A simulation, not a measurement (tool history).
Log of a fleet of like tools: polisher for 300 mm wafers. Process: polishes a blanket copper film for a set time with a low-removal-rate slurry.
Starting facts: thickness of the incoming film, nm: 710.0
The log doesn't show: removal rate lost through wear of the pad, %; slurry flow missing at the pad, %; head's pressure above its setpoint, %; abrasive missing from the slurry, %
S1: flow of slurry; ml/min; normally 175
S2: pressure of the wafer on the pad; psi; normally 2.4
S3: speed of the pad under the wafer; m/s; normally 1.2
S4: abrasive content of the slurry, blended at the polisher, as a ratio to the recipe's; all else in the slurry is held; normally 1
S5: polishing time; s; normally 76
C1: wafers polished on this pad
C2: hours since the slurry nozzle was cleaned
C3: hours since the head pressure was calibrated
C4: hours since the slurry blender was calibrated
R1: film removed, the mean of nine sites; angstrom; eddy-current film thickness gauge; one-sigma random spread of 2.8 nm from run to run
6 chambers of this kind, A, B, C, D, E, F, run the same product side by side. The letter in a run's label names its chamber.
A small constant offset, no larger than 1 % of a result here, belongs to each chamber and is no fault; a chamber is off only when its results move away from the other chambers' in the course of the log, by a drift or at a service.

{"hour": 1.1, "done": "chamber D: slurry nozzle cleaned"}
{"run": "1A", "hour": 6.4, "S1": 175, "S2": 2.4, "S3": 1.2, "S4": 1, "S5": 76, "C1": 196, "C2": 215.6, "C3": 422.9, "C4": 284.8, "R1": 2245.7}
{"hour": 8.2, "done": "chamber A: slurry blender recalibrated"}
{"hour": 16.0, "done": "chamber F: slurry blender recalibrated"}
{"run": "2C", "hour": 18.0, "S1": 175, "S2": 2.4, "S3": 1.2, "S4": 1, "S5": 76, "C1": 529, "C2": 56.2, "C3": 748.5, "C4": 94.5, "R1": 2254.8}
{"run": "3E", "hour": 25.5, "S1": 175, "S2": 2.4, "S3": 1.2, "S4": 1, "S5": 76, "C1": 796, "C2": 33.2, "C3": 182.4, "C4": 122.7, "R1": 2293.9}
{"hour": 27.3, "done": "chamber E: worn pad replaced by a new one"}
{"run": "4B", "hour": 37.5, "S1": 175, "S2": 2.4, "S3": 1.2, "S4": 1, "S5": 76, "C1": 778, "C2": 79.1, "C3": 356.1, "C4": 173.7, "R1": 2240.6}
{"hour": 39.1, "done": "chamber C: worn pad replaced by a new one"}
{"hour": 43.4, "done": "chamber B: slurry blender recalibrated"}
{"run": "5D", "hour": 49.6, "S1": 175, "S2": 2.4, "S3": 1.2, "S4": 1, "S5": 76, "C1": 786, "C2": 48.5, "C3": 113.7, "C4": 172.2, "R1": 2264.6}
{"hour": 57.7, "done": "chamber D: worn pad replaced by a new one"}
{"hour": 60.6, "done": "chamber B: worn pad replaced by a new one"}
{"hour": 60.9, "done": "chamber C: head pressure recalibrated"}
{"run": "6F", "hour": 61.9, "S1": 175, "S2": 2.4, "S3": 1.2, "S4": 1, "S5": 76, "C1": 918, "C2": 183.1, "C3": 1157.3, "C4": 46, "R1": 2257.1}
{"run": "7C", "hour": 70.1, "S1": 175, "S2": 2.4, "S3": 1.2, "S4": 1, "S5": 76, "C1": 295, "C2": 108.3, "C3": 9.3, "C4": 146.6, "R1": 2264.8}
{"hour": 75.1, "done": "chamber D: slurry blender recalibrated"}
{"hour": 77.5, "done": "chamber F: worn pad replaced by a new one"}
{"run": "8E", "hour": 81.2, "S1": 175, "S2": 2.4, "S3": 1.2, "S4": 1, "S5": 76, "C1": 512, "C2": 88.9, "C3": 238.1, "C4": 178.4, "R1": 2253}
{"hour": 82.6, "done": "chamber A: worn pad replaced by a new one"}
{"run": "9F", "hour": 92.4, "S1": 175, "S2": 2.4, "S3": 1.2, "S4": 1, "S5": 76, "C1": 141, "C2": 213.6, "C3": 1187.8, "C4": 76.5, "R1": 2258.2}
{"run": "10D", "hour": 98.4, "S1": 175, "S2": 2.4, "S3": 1.2, "S4": 1, "S5": 76, "C1": 386, "C2": 97.3, "C3": 162.5, "C4": 23.4, "R1": 2219.8}
{"run": "11A", "hour": 106.8, "S1": 175, "S2": 2.4, "S3": 1.2, "S4": 1, "S5": 76, "C1": 230, "C2": 316, "C3": 523.3, "C4": 98.7, "R1": 2212.3}
{"hour": 112.9, "done": "chamber C: worn pad replaced by a new one"}
{"hour": 117.5, "done": "chamber E: head pressure recalibrated"}
{"run": "12B", "hour": 118.7, "S1": 175, "S2": 2.4, "S3": 1.2, "S4": 1, "S5": 76, "C1": 551, "C2": 160.3, "C3": 437.3, "C4": 75.3, "R1": 2252.9}
{"run": "13E", "hour": 129.0, "S1": 175, "S2": 2.4, "S3": 1.2, "S4": 1, "S5": 76, "C1": 966, "C2": 136.7, "C3": 11.6, "C4": 226.2, "R1": 2235.7}
{"hour": 130.6, "done": "chamber E: worn pad replaced by a new one"}
{"run": "14F", "hour": 141.0, "S1": 175, "S2": 2.4, "S3": 1.2, "S4": 1, "S5": 76, "C1": 603, "C2": 262.2, "C3": 1236.4, "C4": 125.1, "R1": 2286.4}
{"hour": 149.0, "done": "chamber D: worn pad replaced by a new one"}
{"run": "15D", "hour": 151.4, "S1": 175, "S2": 2.4, "S3": 1.2, "S4": 1, "S5": 76, "C1": 22, "C2": 150.3, "C3": 215.5, "C4": 76.4, "R1": 2228.9}
{"hour": 156.2, "done": "chamber A: slurry nozzle cleaned"}
{"hour": 156.3, "done": "chamber B: worn pad replaced by a new one"}
{"run": "16A", "hour": 162.5, "S1": 175, "S2": 2.4, "S3": 1.2, "S4": 1, "S5": 76, "C1": 758, "C2": 6.4, "C3": 579, "C4": 154.4, "R1": 2291.4}
{"run": "17B", "hour": 169.6, "S1": 175, "S2": 2.4, "S3": 1.2, "S4": 1, "S5": 76, "C1": 126, "C2": 211.2, "C3": 488.2, "C4": 126.2, "R1": 2244.8}
{"hour": 173.1, "done": "chamber A: worn pad replaced by a new one"}
{"run": "18C", "hour": 176.8, "S1": 175, "S2": 2.4, "S3": 1.2, "S4": 1, "S5": 76, "C1": 606, "C2": 215, "C3": 116, "C4": 253.3, "R1": 2208.8}
{"hour": 181.6, "done": "chamber C: worn pad replaced by a new one"}
{"run": "19E", "hour": 185.6, "S1": 175, "S2": 2.4, "S3": 1.2, "S4": 1, "S5": 76, "C1": 522, "C2": 193.3, "C3": 68.2, "C4": 282.8, "R1": 2245.6}
{"run": "20F", "hour": 191.2, "S1": 175, "S2": 2.4, "S3": 1.2, "S4": 1, "S5": 76, "C1": 1079, "C2": 312.4, "C3": 1286.6, "C4": 175.3, "R1": 2243}
{"hour": 192.3, "done": "chamber E: slurry blender recalibrated"}
{"hour": 195.4, "done": "chamber F: worn pad replaced by a new one"}
{"run": "21A", "hour": 202.1, "S1": 175, "S2": 2.4, "S3": 1.2, "S4": 1, "S5": 76, "C1": 275, "C2": 46, "C3": 618.6, "C4": 194, "R1": 2284.4}
{"run": "22B", "hour": 208.4, "S1": 175, "S2": 2.4, "S3": 1.2, "S4": 1, "S5": 76, "C1": 494, "C2": 250, "C3": 527, "C4": 165, "R1": 2251.2}
{"run": "23C", "hour": 220.4, "S1": 175, "S2": 2.4, "S3": 1.2, "S4": 1, "S5": 76, "C1": 368, "C2": 258.6, "C3": 159.6, "C4": 296.9, "R1": 2274.1}
{"run": "24D", "hour": 226.4, "S1": 175, "S2": 2.4, "S3": 1.2, "S4": 1, "S5": 76, "C1": 734, "C2": 225.3, "C3": 290.5, "C4": 151.4, "R1": 2246.4}
{"hour": 229.1, "done": "chamber E: worn pad replaced by a new one"}
{"hour": 232.9, "done": "chamber D: worn pad replaced by a new one"}
{"hour": 235.6, "done": "chamber F: head pressure recalibrated"}
{"run": "25B", "hour": 235.7, "S1": 175, "S2": 2.4, "S3": 1.2, "S4": 1, "S5": 76, "C1": 753, "C2": 277.3, "C3": 554.3, "C4": 192.3, "R1": 2264.9}
{"hour": 240.4, "done": "chamber B: slurry blender recalibrated"}
{"run": "26D", "hour": 242.7, "S1": 175, "S2": 2.4, "S3": 1.2, "S4": 1, "S5": 76, "C1": 93, "C2": 241.6, "C3": 306.8, "C4": 167.7, "R1": 2211.9}
{"hour": 243.9, "done": "chamber F: slurry blender recalibrated"}
{"hour": 247.3, "done": "chamber B: worn pad replaced by a new one"}
{"run": "27C", "hour": 249.1, "S1": 175, "S2": 2.4, "S3": 1.2, "S4": 1, "S5": 76, "C1": 641, "C2": 287.3, "C3": 188.3, "C4": 325.6, "R1": 2306.5}
{"hour": 250.3, "done": "chamber A: worn pad replaced by a new one"}
{"run": "28E", "hour": 256.8, "S1": 175, "S2": 2.4, "S3": 1.2, "S4": 0.75, "S5": 76, "C1": 263, "C2": 264.5, "C3": 139.4, "C4": 64.5, "R1": 2149.5}
{"hour": 258.0, "done": "chamber B: slurry nozzle cleaned"}
{"hour": 259.3, "done": "chamber C: worn pad replaced by a new one"}
{"run": "29F", "hour": 263.3, "S1": 175, "S2": 2.4, "S3": 1.2, "S4": 0.75, "S5": 76, "C1": 645, "C2": 384.5, "C3": 27.7, "C4": 19.4, "R1": 2091.5}
{"run": "30A", "hour": 272.0, "S1": 175, "S2": 2.4, "S3": 1.2, "S4": 0.75, "S5": 76, "C1": 206, "C2": 115.9, "C3": 688.5, "C4": 263.9, "R1": 2113.3}
{"run": "31D", "hour": 277.8, "S1": 175, "S2": 2.4, "S3": 1.2, "S4": 0.75, "S5": 76, "C1": 426, "C2": 276.7, "C3": 341.9, "C4": 202.8, "R1": 2069.7}
{"hour": 279.9, "done": "chamber D: slurry blender recalibrated"}
{"run": "32E", "hour": 288.3, "S1": 175, "S2": 2.4, "S3": 1.2, "S4": 0.75, "S5": 76, "C1": 562, "C2": 296, "C3": 170.9, "C4": 96, "R1": 2135.3}
{"hour": 289.6, "done": "chamber C: slurry blender recalibrated"}
{"run": "33C", "hour": 297.4, "S1": 175, "S2": 2.4, "S3": 1.2, "S4": 0.75, "S5": 76, "C1": 362, "C2": 335.6, "C3": 236.6, "C4": 7.9, "R1": 2069.6}
{"hour": 306.4, "done": "chamber F: worn pad replaced by a new one"}
{"run": "34A", "hour": 307.1, "S1": 175, "S2": 2.4, "S3": 1.2, "S4": 1, "S5": 76, "C1": 539, "C2": 151, "C3": 723.6, "C4": 299, "R1": 2239.9}
{"hour": 313.5, "done": "chamber E: worn pad replaced by a new one"}
{"run": "35F", "hour": 314.0, "S1": 175, "S2": 2.4, "S3": 1.2, "S4": 1, "S5": 76, "C1": 72, "C2": 435.2, "C3": 78.4, "C4": 70.1, "R1": 2238.9}
{"hour": 316.2, "done": "chamber D: worn pad replaced by a new one"}
{"run": "36B", "hour": 321.3, "S1": 175, "S2": 2.4, "S3": 1.2, "S4": 1, "S5": 76, "C1": 702, "C2": 63.3, "C3": 639.9, "C4": 81, "R1": 2216.8}
{"hour": 322.8, "done": "chamber A: slurry blender recalibrated"}
{"hour": 323.9, "done": "chamber C: worn pad replaced by a new one"}
{"run": "37F", "hour": 328.4, "S1": 175, "S2": 2.4, "S3": 1.2, "S4": 1, "S5": 76, "C1": 208, "C2": 449.6, "C3": 92.8, "C4": 84.5, "R1": 2266.9}
{"hour": 328.9, "done": "chamber A: worn pad replaced by a new one"}
{"run": "38E", "hour": 334.6, "S1": 175, "S2": 2.4, "S3": 1.2, "S4": 1, "S5": 76, "C1": 200, "C2": 342.3, "C3": 217.2, "C4": 142.3, "R1": 2306.3}
{"hour": 336.4, "done": "chamber B: worn pad replaced by a new one"}
{"run": "39A", "hour": 343.9, "S1": 175, "S2": 2.4, "S3": 1.2, "S4": 1, "S5": 94, "C1": 143, "C2": 187.8, "C3": 760.4, "C4": 21.1, "R1": 2709.9}
{"hour": 346.6, "done": "chamber C: slurry nozzle cleaned"}
{"run": "40C", "hour": 352.9, "S1": 175, "S2": 2.4, "S3": 1.2, "S4": 1, "S5": 94, "C1": 275, "C2": 6.4, "C3": 292.1, "C4": 63.4, "R1": 2795.6}
{"run": "41D", "hour": 361.8, "S1": 175, "S2": 2.4, "S3": 1.2, "S4": 1, "S5": 94, "C1": 433, "C2": 360.7, "C3": 425.9, "C4": 81.9, "R1": 2793.7}
{"run": "42B", "hour": 372.6, "S1": 175, "S2": 2.4, "S3": 1.2, "S4": 1, "S5": 94, "C1": 343, "C2": 114.6, "C3": 691.2, "C4": 132.3, "R1": 2796.2}

Decide between three cases: one chamber stands off from its peers, the gauge reading all wafers drifts, or nothing is wrong past each chamber's small offset. Where a chamber is off, say which and what most likely put it there.

Neither any chamber nor the gauge drifts; the chambers differ only by their own small, steady offsets.
